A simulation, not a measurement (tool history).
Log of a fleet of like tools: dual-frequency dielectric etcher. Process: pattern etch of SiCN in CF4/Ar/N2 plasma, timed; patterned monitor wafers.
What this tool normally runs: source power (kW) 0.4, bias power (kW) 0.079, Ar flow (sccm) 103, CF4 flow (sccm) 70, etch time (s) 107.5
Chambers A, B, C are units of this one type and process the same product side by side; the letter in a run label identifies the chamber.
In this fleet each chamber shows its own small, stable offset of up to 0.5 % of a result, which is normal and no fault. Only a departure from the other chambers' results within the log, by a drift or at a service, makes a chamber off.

run	day	source power (kW)	bias power (kW)	Ar flow (sccm)	CF4 flow (sccm)	etch time (s)	hours since the last wet clean	hours since the last source power generator calibration	hours since the last bias power generator calibration	hours since the last Ar flow controller change	hours since the last CF4 flow controller change	read-back reference wafer on the same gauge, depth_nm	mean etch depth across the wafer (angstrom)
1C	0.642	0.4	0.079	103	70	107.5	252.4	827.1	566.6	2925.2	1162.8	70.025	858.45
2A	1.092	0.4	0.079	103	70	107.5	300.3	1582	4709.9	1297.8	130.6	69.987	863
3B	1.754	0.4	0.079	103	70	107.5	199.3	1528	2752.2	1892.7	1065.8	70.008	860.13
4B	2.158	0.4	0.079	103	70	107.5	209	1537.7	2761.9	1902.4	1075.5	70.059	859.16
5A	2.488	0.4	0.079	103	70	107.5	333.8	1615.5	4743.4	1331.3	164.1	70.064	863.87
6C	3.171	0.4	0.086	103	84	107.5	313.1	887.8	627.3	2985.9	1223.5	70.088	909.31
7B	3.533	0.4	0.086	103	84	107.5	242	1570.7	2794.9	1935.4	1108.5	70.052	909.45
# day 3.538: chamber A: bias power generator calibrated
8A	4.021	0.4	0.086	103	84	107.5	370.6	1652.3	11.7	1368.1	200.9	70.063	911.57
9C	4.458	0.4	0.079	103	70	107.5	344	918.7	658.2	3016.8	1254.4	70.064	860.04
10C	5.004	0.4	0.079	103	70	107.5	357.1	931.8	671.3	3029.9	1267.5	70.073	859.83
# day 5.488: chamber A: wet clean of the chamber
11A	5.696	0.4	0.079	103	70	107.5	5	1692.5	51.9	1408.3	241.1	70.118	861.95
12B	6.225	0.4	0.079	116	70	81	306.6	1635.3	2859.5	2000	1173.1	70.124	637.81
13C	6.812	0.4	0.079	116	70	81	400.5	975.2	714.7	3073.3	1310.9	70.118	636.54
# day 7.112: chamber B: Ar flow controller replaced
14B	7.4	0.4	0.079	116	70	81	334.8	1663.5	2887.7	7	1201.3	70.155	638.03
15A	8.05	0.4	0.079	103	70	107.5	61.5	1749	108.4	1464.8	297.6	70.152	863.55
16B	8.625	0.4	0.079	103	70	107.5	364.2	1692.9	2917.1	36.4	1230.7	70.165	861.02
# day 8.792: chamber C: wet clean of the chamber
17A	9.288	0.4	0.079	103	70	122	91.2	1778.7	138.1	1494.5	327.3	70.193	980.7
# day 9.342: chamber B: wet clean of the chamber
18C	9.733	0.4	0.079	103	70	122	22.6	1045.3	784.8	3143.4	1381	70.213	978.79
19B	10.383	0.4	0.079	103	70	122	25	1735.1	2959.3	78.6	1272.9	70.21	979.34
20C	10.917	0.4	0.079	123	70	107.5	51	1073.7	813.2	3171.8	1409.4	70.209	838.9
21A	11.575	0.4	0.079	123	70	107.5	146.1	1833.6	193	1549.4	382.2	70.232	841.6
22A	12.204	0.4	0.079	123	70	107.5	161.2	1848.7	208.1	1564.5	397.3	70.223	843.73
23C	12.688	0.4	0.079	103	70	107.5	93.5	1116.2	855.7	3214.3	1451.9	70.248	863.37
24B	13.017	0.4	0.079	103	70	107.5	88.2	1798.3	3022.5	141.8	1336.1	70.248	862.68
25A	13.504	0.4	0.079	122	84	107.5	192.4	1879.9	239.3	1595.7	428.5	70.266	865.5
26C	14.121	0.4	0.079	122	84	107.5	127.9	1150.6	890.1	3248.7	1486.3	70.288	862.9
27B	14.721	0.4	0.079	122	84	107.5	129.1	1839.2	3063.4	182.7	1377	70.289	864.35
28C	15.175	0.4	0.079	103	70	107.5	153.2	1175.9	915.4	3274	1511.6	70.291	861.02
29A	15.862	0.4	0.079	103	70	107.5	249	1936.5	295.9	1652.3	485.1	70.309	864.67
30B	16.2	0.4	0.079	103	70	107.5	164.6	1874.7	3098.9	218.2	1412.5	70.326	862.98
31A	16.554	0.4	0.079	103	70	107.5	265.6	1953.1	312.5	1668.9	501.7	70.307	865.43

Read the log: is a single chamber off, either drifting away or since a service, is the gauge that measures every chamber drifting, or is nothing wrong beyond small per-chamber offsets? Name any odd chamber and what most likely caused it.

The gauge drifts, so all chambers seem to drift together. No chamber is off.
What lies behind it: gauge reads high (%) = 0.474.

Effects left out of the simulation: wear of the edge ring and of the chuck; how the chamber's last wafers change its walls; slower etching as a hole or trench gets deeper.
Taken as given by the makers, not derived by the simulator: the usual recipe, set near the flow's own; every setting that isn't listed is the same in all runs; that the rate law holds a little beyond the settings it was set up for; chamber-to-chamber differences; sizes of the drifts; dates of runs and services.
